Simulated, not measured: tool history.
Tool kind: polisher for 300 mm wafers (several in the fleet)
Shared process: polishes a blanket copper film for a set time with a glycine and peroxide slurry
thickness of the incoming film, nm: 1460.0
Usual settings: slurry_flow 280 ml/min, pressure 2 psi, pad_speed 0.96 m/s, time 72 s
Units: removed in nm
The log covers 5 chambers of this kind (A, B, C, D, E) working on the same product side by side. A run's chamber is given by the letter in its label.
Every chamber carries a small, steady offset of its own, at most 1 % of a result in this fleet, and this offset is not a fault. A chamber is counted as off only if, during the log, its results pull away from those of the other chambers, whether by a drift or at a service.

run	hour	slurry_flow	pressure	pad_speed	time	wafers polished on this pad	hours since the slurry nozzle was cleaned	hours since the head pressure was calibrated	removed
1C	5.8	280	2	0.96	72	752	241.3	236.3	317.59
# hour 8.4: chamber D: worn pad replaced by a new one
# hour 14.4: chamber A: worn pad replaced by a new one
2E	14.7	280	2	0.96	72	1149	272	758.8	311.75
3B	23.9	280	2	0.96	72	667	151.1	48.8	311.94
# hour 25.2: chamber B: worn pad replaced by a new one
# hour 26.1: chamber E: worn pad replaced by a new one
4A	31	280	2	0.96	72	181	164	829.8	309.11
5D	40.1	280	2	0.96	72	345	153	399.1	310.59
# hour 43.2: chamber C: worn pad replaced by a new one
6D	47.3	280	2	0.96	72	424	160.2	406.3	311.46
7B	55	280	2	0.96	72	325	182.2	79.9	310.83
8C	63.3	280	2	0.96	72	219	298.8	293.8	306.08
9A	71.2	280	2	0.96	72	619	204.2	870	308.07
10E	81.9	280	2	0.96	72	607	339.2	826	311.95
11D	90.1	280	2	0.96	72	890	203	449.1	312.98
12C	95.4	280	2	0.96	72	569	330.9	325.9	312.44
# hour 96.8: chamber B: worn pad replaced by a new one
13A	102.4	280	2	0.96	72	959	235.4	901.2	310.69
# hour 105.1: chamber C: head pressure recalibrated
14E	109.9	280	2	0.96	72	912	367.2	854	310.02
# hour 112.3: chamber D: worn pad replaced by a new one
15B	114.7	280	2	0.96	72	195	241.9	139.6	317.79
16D	122.9	280	2	0.96	72	115	235.8	481.9	312.28
# hour 127.8: chamber E: worn pad replaced by a new one
17A	132	280	2	0.96	72	1281	265	930.8	311.02
# hour 138.6: chamber A: worn pad replaced by a new one
18B	139.7	280	2	0.96	72	468	266.9	164.6	309.61
19E	145.6	280	2	0.96	72	194	402.9	889.7	311.14
# hour 155.6: chamber C: worn pad replaced by a new one
20C	156.6	280	2	0.96	72	11	392.1	51.5	313.74
# hour 164.3: chamber B: worn pad replaced by a new one
21D	165.6	280	2	0.96	72	581	278.5	524.6	313.04
22A	175.6	280	2	0.96	72	403	308.6	974.4	308.14
23E	183	280	2	0.96	72	601	440.3	927.1	307.93
24B	188.3	280	2	0.96	72	262	315.5	213.2	315.97
25C	198.1	280	2	0.96	72	463	433.6	93	314.82
# hour 198.8: chamber B: slurry nozzle cleaned
26A	206.8	365	1.8	0.96	72	743	339.8	1005.6	294.34
27E	213.9	365	1.8	0.96	72	938	471.2	958	296.92
28C	220.6	365	1.8	0.96	72	708	456.1	115.5	298.76
# hour 227.4: chamber D: worn pad replaced by a new one
29D	229.3	365	1.8	0.96	72	20	342.2	588.3	288.29
# hour 233.4: chamber B: worn pad replaced by a new one
30B	237.1	365	1.8	0.96	72	41	38.4	262	296.83
# hour 240.7: chamber E: worn pad replaced by a new one
# hour 246.4: chamber D: head pressure recalibrated
31B	247.4	280	2	0.96	72	153	48.7	272.3	316.6
32D	254.3	280	2	0.96	72	293	367.2	7.9	300.93
33C	263.8	280	2	0.96	72	1179	499.3	158.7	317.62
# hour 267.1: chamber A: worn pad replaced by a new one
34E	273.5	280	2	0.96	72	358	530.8	1017.6	309.12
35A	282.9	280	2	0.96	72	172	415.9	1081.7	307.03

Decide between three cases: one chamber stands off from its peers, the gauge reading all wafers drifts, or nothing is wrong past each chamber's small offset. Where a chamber is off, say which and what most likely put it there.

It is chamber D that slowly wanders off from its peers.
Cause: slurry flow missing at the pad, % = 35.7.

Chamber D could run next with any of the 4 candidate recipes listed below; each alters the usual settings, and their results appear as question marks. Which one brings its results back in line with what the other chambers deliver on the usual settings?
To be in line, a result may differ from the other chambers' mean on the usual settings by at most: removed 10 nm
36D-1	290.8	280	2	0.96	65				?
36D-2	290.8	285	2	1.08	72				?
36D-3	290.8	280	2	0.96	69				?
36D-4	290.8	280	2	0.98	74				?

Average result of the remaining chambers running the usual settings: removed 310.35 nm
run	removed
36D-1	267.77
36D-2	325.35
36D-3	284.25
36D-4	309.63
The right change is 36D-4: it brings the chamber back within the allowed miss of the others.
